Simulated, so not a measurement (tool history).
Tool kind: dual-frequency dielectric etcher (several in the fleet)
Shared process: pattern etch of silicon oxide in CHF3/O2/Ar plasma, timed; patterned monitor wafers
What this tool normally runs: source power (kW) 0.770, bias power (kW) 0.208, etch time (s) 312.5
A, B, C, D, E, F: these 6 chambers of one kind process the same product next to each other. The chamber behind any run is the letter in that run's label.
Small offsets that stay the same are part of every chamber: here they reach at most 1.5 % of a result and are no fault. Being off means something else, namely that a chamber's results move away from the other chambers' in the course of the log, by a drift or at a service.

run   hour  source power (kW)  bias power (kW)  etch time (s)  hours since the last wet clean  hours since the last source power generator calibration  hours since the last bias power generator calibration  read-back reference wafer on the same gauge, depth_nm  mean etch depth across the wafer (Å)
       4.5  -- chamber D: wet clean of the chamber
 1D    5.9              0.770            0.208          312.5                             1.4                                                   1406.7                                                 2726.5                                                 571.62                                7090.2
 2F   13.3              0.770            0.208          312.5                           533.2                                                   2903.9                                                 2897.3                                                 570.74                                7075.3
      14.8  -- chamber B: wet clean of the chamber
      17.2  -- chamber E: wet clean of the chamber
 3B   18.7              0.770            0.208          312.5                             4.0                                                   3524.1                                                  699.8                                                 569.91                                7042.5
      20.8  -- chamber C: wet clean of the chamber
 4A   25.5              0.770            0.208          312.5                            31.3                                                   2230.4                                                 1754.6                                                 571.19                                7152.2
 5C   32.8              0.770            0.208          312.5                            12.1                                                   1391.6                                                  103.6                                                 570.61                                7101.6
 6E   40.0              0.770            0.208          312.5                            22.9                                                   1719.5                                                 1157.8                                                 571.05                                7120.1
 7D   47.1              0.770            0.208          312.5                            42.6                                                   1447.9                                                 2767.7                                                 571.15                                7130.3
 8A   52.4              0.770            0.208          242.5                            58.2                                                   2257.3                                                 1781.5                                                 570.26                                5542.9
 9B   59.5              0.770            0.208          242.5                            44.8                                                   3564.9                                                  740.6                                                 570.67                                5511.0
10E   64.1              0.770            0.208          242.5                            47.0                                                   1743.6                                                 1181.9                                                 571.40                                5473.6
11C   68.2              0.770            0.208          242.5                            47.5                                                   1427.0                                                  139.0                                                 570.93                                5463.2
12F   72.6              0.770            0.208          242.5                           592.5                                                   2963.2                                                 2956.6                                                 570.83                                5502.3
13E   79.2              0.770            0.208          242.5                            62.1                                                   1758.7                                                 1197.0                                                 571.06                                5525.2
14F   85.4              0.770            0.208          312.5                           605.3                                                   2976.0                                                 2969.4                                                 571.37                                7112.4
15A   88.9              0.770            0.208          312.5                            94.7                                                   2293.8                                                 1818.0                                                 571.22                                7087.3
      91.1  -- chamber F: wet clean of the chamber
16B   94.3              0.770            0.208          312.5                            79.6                                                   3599.7                                                  775.4                                                 570.82                                7067.8
17D   98.8              0.770            0.208          312.5                            94.3                                                   1499.6                                                 2819.4                                                 571.09                                7127.0
18C  105.8              0.770            0.208          312.5                            85.1                                                   1464.6                                                  176.6                                                 571.86                                7057.5
19A  113.0              0.770            0.208          312.5                           118.8                                                   2317.9                                                 1842.1                                                 571.26                                7200.2
20C  117.2              0.770            0.208          312.5                            96.5                                                   1476.0                                                  188.0                                                 571.33                                7074.6
21B  121.1              0.770            0.208          312.5                           106.4                                                   3626.5                                                  802.2                                                 570.30                                7073.5
22F  125.2              0.770            0.162          364.5                            34.2                                                   3015.8                                                 3009.2                                                 571.36                                7577.7
23D  130.7              0.770            0.162          364.5                           126.2                                                   1531.5                                                 2851.3                                                 570.23                                7663.3
24E  136.2              0.770            0.162          364.5                           119.1                                                   1815.7                                                 1254.0                                                 571.17                                7663.3
25A  141.6              0.770            0.162          364.5                           147.4                                                   2346.5                                                 1870.7                                                 571.00                                7667.2
26C  146.8              0.770            0.162          364.5                           126.1                                                   1505.6                                                  217.6                                                 570.94                                7548.8
27F  151.7              0.770            0.162          364.5                            60.7                                                   3042.3                                                 3035.7                                                 570.79                                7680.9
28E  158.3              0.770            0.208          312.5                           141.2                                                   1837.8                                                 1276.1                                                 571.11                                7114.1
29B  162.8              0.770            0.208          312.5                           148.1                                                   3668.2                                                  843.9                                                 571.27                                7098.8
30D  167.8              0.770            0.208          312.5                           163.3                                                   1568.6                                                 2888.4                                                 571.21                                7098.0
31E  171.5              0.770            0.208          312.5                           154.4                                                   1851.0                                                 1289.3                                                 571.29                                7078.2
32D  175.8              0.770            0.208          312.5                           171.3                                                   1576.6                                                 2896.4                                                 570.32                                7167.6
33C  181.8              0.770            0.208          312.5                           161.1                                                   1540.6                                                  252.6                                                 570.82                                7087.0
34F  188.2              0.770            0.247          312.5                            97.2                                                   3078.8                                                 3072.2                                                 570.85                                7537.0
35B  192.7              0.770            0.247          312.5                           178.0                                                   3698.1                                                  873.8                                                 571.11                                7462.5
36A  199.7              0.770            0.247          312.5                           205.5                                                   2404.6                                                 1928.8                                                 571.46                                7534.8
37A  203.5              0.770            0.247          312.5                           209.3                                                   2408.4                                                 1932.6                                                 571.09                                7600.5
38C  210.3              0.770            0.247          312.5                           189.6                                                   1569.1                                                  281.1                                                 570.94                                7499.6
39F  214.9              0.770            0.247          312.5                           123.9                                                   3105.5                                                 3098.9                                                 570.65                                7529.0
40D  219.1              0.770            0.208          312.5                           214.6                                                   1619.9                                                 2939.7                                                 570.57                                7084.3

Does one chamber stand apart from the rest, does the shared gauge drift, or is all well apart from small per-chamber offsets? Give the chamber and the most likely cause, where there is one.

The fleet is healthy, with each chamber sitting at its usual small offset and no drift in the gauge.
